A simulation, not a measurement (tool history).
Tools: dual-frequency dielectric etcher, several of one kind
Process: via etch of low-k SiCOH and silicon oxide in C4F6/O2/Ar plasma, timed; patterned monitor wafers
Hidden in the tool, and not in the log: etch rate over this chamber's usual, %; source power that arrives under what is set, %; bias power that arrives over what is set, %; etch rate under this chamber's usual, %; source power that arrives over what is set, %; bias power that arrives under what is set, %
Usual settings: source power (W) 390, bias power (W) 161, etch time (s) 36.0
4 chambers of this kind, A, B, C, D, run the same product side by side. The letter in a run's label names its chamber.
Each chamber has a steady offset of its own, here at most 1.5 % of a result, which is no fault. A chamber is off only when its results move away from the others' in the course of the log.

run	day	source power (W)	bias power (W)	etch time (s)	hours since the last wet clean	hours since the last source power generator calibration	hours since the last bias power generator calibration	read-back reference wafer on the same gauge, depth_nm	mean etch depth across the wafer (Å)
1B	0.262	390	161	36.0	227.6	743.4	4600.2	82.327	820.35
2D	0.504	390	161	36.0	35.9	1390.4	61.7	82.344	800.56
3A	0.658	390	161	36.0	318.4	649.3	153.1	82.330	809.49
4C	0.900	390	161	36.0	314.1	2152.6	912.8	82.314	815.79
5C	1.121	390	148	36.0	319.4	2157.9	918.1	82.351	793.62
6B	1.271	390	148	36.0	251.8	767.6	4624.4	82.353	800.11
7D	1.462	390	148	36.0	58.9	1413.4	84.7	82.391	783.32
8A	1.754	390	148	36.0	344.7	675.6	179.4	82.381	789.12
9D	2.008	390	161	36.0	72.0	1426.5	97.8	82.368	804.03
10C	2.192	390	161	36.0	345.1	2183.6	943.8	82.406	813.96
11A	2.429	390	161	36.0	360.9	691.8	195.6	82.398	810.71
12B	2.708	390	161	36.0	286.3	802.1	4658.9	82.433	819.03
13D	3.012	390	161	36.0	96.1	1450.6	121.9	82.440	802.44
14B	3.317	390	161	36.0	300.9	816.7	4673.5	82.450	823.38
15C	3.638	390	139	42.5	379.8	2218.3	978.5	82.489	918.76
16A	3.971	390	139	42.5	397.9	728.8	232.6	82.482	916.33
17C	4.125	390	139	42.5	391.5	2230.0	990.2	82.471	921.30
18B	4.388	390	139	42.5	326.6	842.4	4699.2	82.490	927.72
# day 4.488: chamber A: wet clean of the chamber
19D	4.633	390	161	36.0	135.0	1489.5	160.8	82.501	803.77
20A	4.804	390	161	36.0	7.7	748.8	252.6	82.520	811.10
21D	5.079	390	161	36.0	145.7	1500.2	171.5	82.529	802.37
# day 5.154: chamber C: wet clean of the chamber
22B	5.408	390	161	36.0	351.1	866.9	4723.7	82.551	822.40
23A	5.588	390	161	36.0	26.5	767.6	271.4	82.540	811.87
24C	5.800	390	161	36.0	15.5	2270.2	1030.4	82.568	818.46
25D	5.942	350	133	36.0	166.4	1520.9	192.2	82.584	728.15
26B	6.183	350	133	36.0	369.7	885.5	4742.3	82.583	743.56
27A	6.346	350	133	36.0	44.7	785.8	289.6	82.581	734.35
28C	6.558	350	133	36.0	33.7	2288.4	1048.6	82.603	739.80
29C	6.858	390	161	36.0	40.9	2295.6	1055.8	82.622	817.35
30A	7.154	390	161	36.0	64.1	805.2	309.0	82.629	812.16
31D	7.354	390	161	36.0	200.3	1554.8	226.1	82.639	805.03
32B	7.662	390	161	36.0	405.2	921.0	4777.8	82.666	822.54
33A	7.846	390	161	36.0	80.7	821.8	325.6	82.646	812.46
34C	8.100	390	161	36.0	70.7	2325.4	1085.6	82.690	818.44
35B	8.271	390	161	36.0	419.8	935.6	4792.4	82.672	823.06

Next, every chamber runs the same settings. What will each give?
36A	8.512	310	161	36.0					?
36B	8.512	310	161	36.0					?
36C	8.512	310	161	36.0					?
36D	8.512	310	161	36.0					?

run	mean etch depth across the wafer (Å)
36A	744.16
36B	752.20
36C	746.60
36D	735.55
